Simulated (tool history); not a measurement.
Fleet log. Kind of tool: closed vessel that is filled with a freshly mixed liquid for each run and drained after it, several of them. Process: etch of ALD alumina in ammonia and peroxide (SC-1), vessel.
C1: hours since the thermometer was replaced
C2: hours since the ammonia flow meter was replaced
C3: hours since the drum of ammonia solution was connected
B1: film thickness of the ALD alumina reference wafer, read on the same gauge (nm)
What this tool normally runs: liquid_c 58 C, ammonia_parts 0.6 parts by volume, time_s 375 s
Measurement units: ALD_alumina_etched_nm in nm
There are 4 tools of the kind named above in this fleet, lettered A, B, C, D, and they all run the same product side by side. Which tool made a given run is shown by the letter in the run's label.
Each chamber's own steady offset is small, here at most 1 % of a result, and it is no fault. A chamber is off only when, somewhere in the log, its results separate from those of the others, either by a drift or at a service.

Run 1D, day 0.371: usual settings; C1 1650.1; C2 992.7; C3 128.6; B1 149.99. Result: ALD_alumina_etched_nm 30.162 nm.
Run 2A, day 0.804: usual settings; C1 1319.3; C2 714.3; C3 188; B1 149.96. Result: ALD_alumina_etched_nm 30.385 nm.
Run 3C, day 1.267: usual settings; C1 1776.6; C2 617.5; C3 90; B1 150. Result: ALD_alumina_etched_nm 30.258 nm.
Run 4B, day 1.721: usual settings; C1 860.8; C2 1492.4; C3 274.2; B1 150.04. Result: ALD_alumina_etched_nm 29.578 nm.
Run 5D, day 2.029: usual settings; C1 1689.9; C2 1032.5; C3 168.4; B1 150.01. Result: ALD_alumina_etched_nm 30.584 nm.
Run 6C, day 2.375: usual settings but time_s 295 s; C1 1803.2; C2 644.1; C3 116.6; B1 149.99. Result: ALD_alumina_etched_nm 23.941 nm.
Run 7A, day 2.592: usual settings but time_s 295 s; C1 1362.2; C2 757.2; C3 230.9; B1 150.02. Result: ALD_alumina_etched_nm 24.068 nm.
Run 8B, day 2.929: usual settings but time_s 295 s; C1 889.8; C2 1521.4; C3 303.2; B1 150.02. Result: ALD_alumina_etched_nm 23.797 nm.
Run 9A, day 3.379: usual settings but time_s 295 s; C1 1381.1; C2 776.1; C3 249.8; B1 149.99. Result: ALD_alumina_etched_nm 23.922 nm.
Run 10D, day 3.771: usual settings; C1 1731.7; C2 1074.3; C3 210.2; B1 149.98. Result: ALD_alumina_etched_nm 30.39 nm.
At day 3.988: chamber B: ammonia flow meter replaced.
Run 11B, day 4.138: usual settings; C1 918.8; C2 3.7; C3 332.2; B1 150. Result: ALD_alumina_etched_nm 30.214 nm.
Run 12C, day 4.467: usual settings; C1 1853.4; C2 694.3; C3 166.8; B1 149.99. Result: ALD_alumina_etched_nm 30.01 nm.
At day 4.758: chamber D: ammonia flow meter replaced.
Run 13B, day 4.862: usual settings; C1 936.2; C2 21.1; C3 349.6; B1 150. Result: ALD_alumina_etched_nm 30.258 nm.
Run 14D, day 5.271: usual settings but ammonia_parts 0.35 parts by volume; C1 1767.7; C2 12.3; C3 246.2; B1 149.99. Result: ALD_alumina_etched_nm 28.774 nm.
Run 15C, day 5.671: usual settings but ammonia_parts 0.35 parts by volume; C1 1882.3; C2 723.2; C3 195.7; B1 150.03. Result: ALD_alumina_etched_nm 28.872 nm.
Run 16A, day 5.917: usual settings but ammonia_parts 0.35 parts by volume; C1 1442; C2 837; C3 310.7; B1 149.97. Result: ALD_alumina_etched_nm 28.897 nm.
Run 17A, day 6.204: usual settings but ammonia_parts 0.35 parts by volume; C1 1448.9; C2 843.9; C3 317.6; B1 150.02. Result: ALD_alumina_etched_nm 29.02 nm.
Run 18C, day 6.671: usual settings; C1 1906.3; C2 747.2; C3 219.7; B1 149.98. Result: ALD_alumina_etched_nm 30.149 nm.
Run 19D, day 7.079: usual settings; C1 1811.1; C2 55.7; C3 289.6; B1 150.03. Result: ALD_alumina_etched_nm 31.077 nm.
At day 7.371: chamber A: ammonia flow meter replaced.
Run 20B, day 7.408: usual settings; C1 997.3; C2 82.2; C3 410.7; B1 149.98. Result: ALD_alumina_etched_nm 29.805 nm.
Run 21D, day 7.646: usual settings; C1 1824.7; C2 69.3; C3 303.2; B1 150. Result: ALD_alumina_etched_nm 30.527 nm.
Run 22C, day 8.071: usual settings; C1 1939.9; C2 780.8; C3 253.3; B1 149.99. Result: ALD_alumina_etched_nm 30.564 nm.
Run 23B, day 8.383: usual settings; C1 1020.7; C2 105.6; C3 434.1; B1 149.99. Result: ALD_alumina_etched_nm 29.984 nm.
Run 24A, day 8.85: usual settings; C1 1512.4; C2 35.6; C3 381.1; B1 149.99. Result: ALD_alumina_etched_nm 30.753 nm.
Run 25B, day 9.129: usual settings; C1 1038.6; C2 123.5; C3 452; B1 149.97. Result: ALD_alumina_etched_nm 29.886 nm.
Run 26D, day 9.45: usual settings; C1 1868; C2 112.6; C3 346.5; B1 150.03. Result: ALD_alumina_etched_nm 30.806 nm.
Run 27A, day 9.796: usual settings; C1 1535.1; C2 58.3; C3 403.8; B1 150. Result: ALD_alumina_etched_nm 30.346 nm.
Run 28C, day 10.171: usual settings; C1 1990.3; C2 831.2; C3 303.7; B1 149.98. Result: ALD_alumina_etched_nm 30.35 nm.
Run 29D, day 10.604: usual settings; C1 1895.7; C2 140.3; C3 374.2; B1 149.97. Result: ALD_alumina_etched_nm 31.177 nm.

Is one chamber off against the others, does the gauge drift, or is nothing wrong? If a chamber is off, say which, and what the likeliest cause is.

Little by little, chamber D moves away from the other chambers.
Likeliest cause: liquid hotter than its thermometer reads (K) = 0.718.

Chamber D could run next with any of the 4 candidate recipes listed below; each alters the usual settings, and their results appear as question marks. Which one brings its results back in line with what the other chambers deliver on the usual settings?
A result is in line if it is within this distance of the other chambers' mean on the usual settings: ALD_alumina_etched_nm 0.65 nm
Run 30D-1, day 10.938: usual settings but liquid_c 58.5 C, time_s 390 s. Result: ALD_alumina_etched_nm ?.
Run 30D-2, day 10.938: usual settings but liquid_c 57.5 C, time_s 360 s. Result: ALD_alumina_etched_nm ?.
Run 30D-3, day 10.938: usual settings but liquid_c 58.5 C. Result: ALD_alumina_etched_nm ?.
Run 30D-4, day 10.938: usual settings but liquid_c 57.5 C, time_s 370 s. Result: ALD_alumina_etched_nm ?.

On the usual settings, the other chambers give on average: ALD_alumina_etched_nm 30.303 nm
  run  ALD_alumina_etched_nm
30D-1                 33.321
30D-2                 29.207
30D-3                  32.04
30D-4                 30.018
30D-4 puts the chamber back in line with the other chambers.
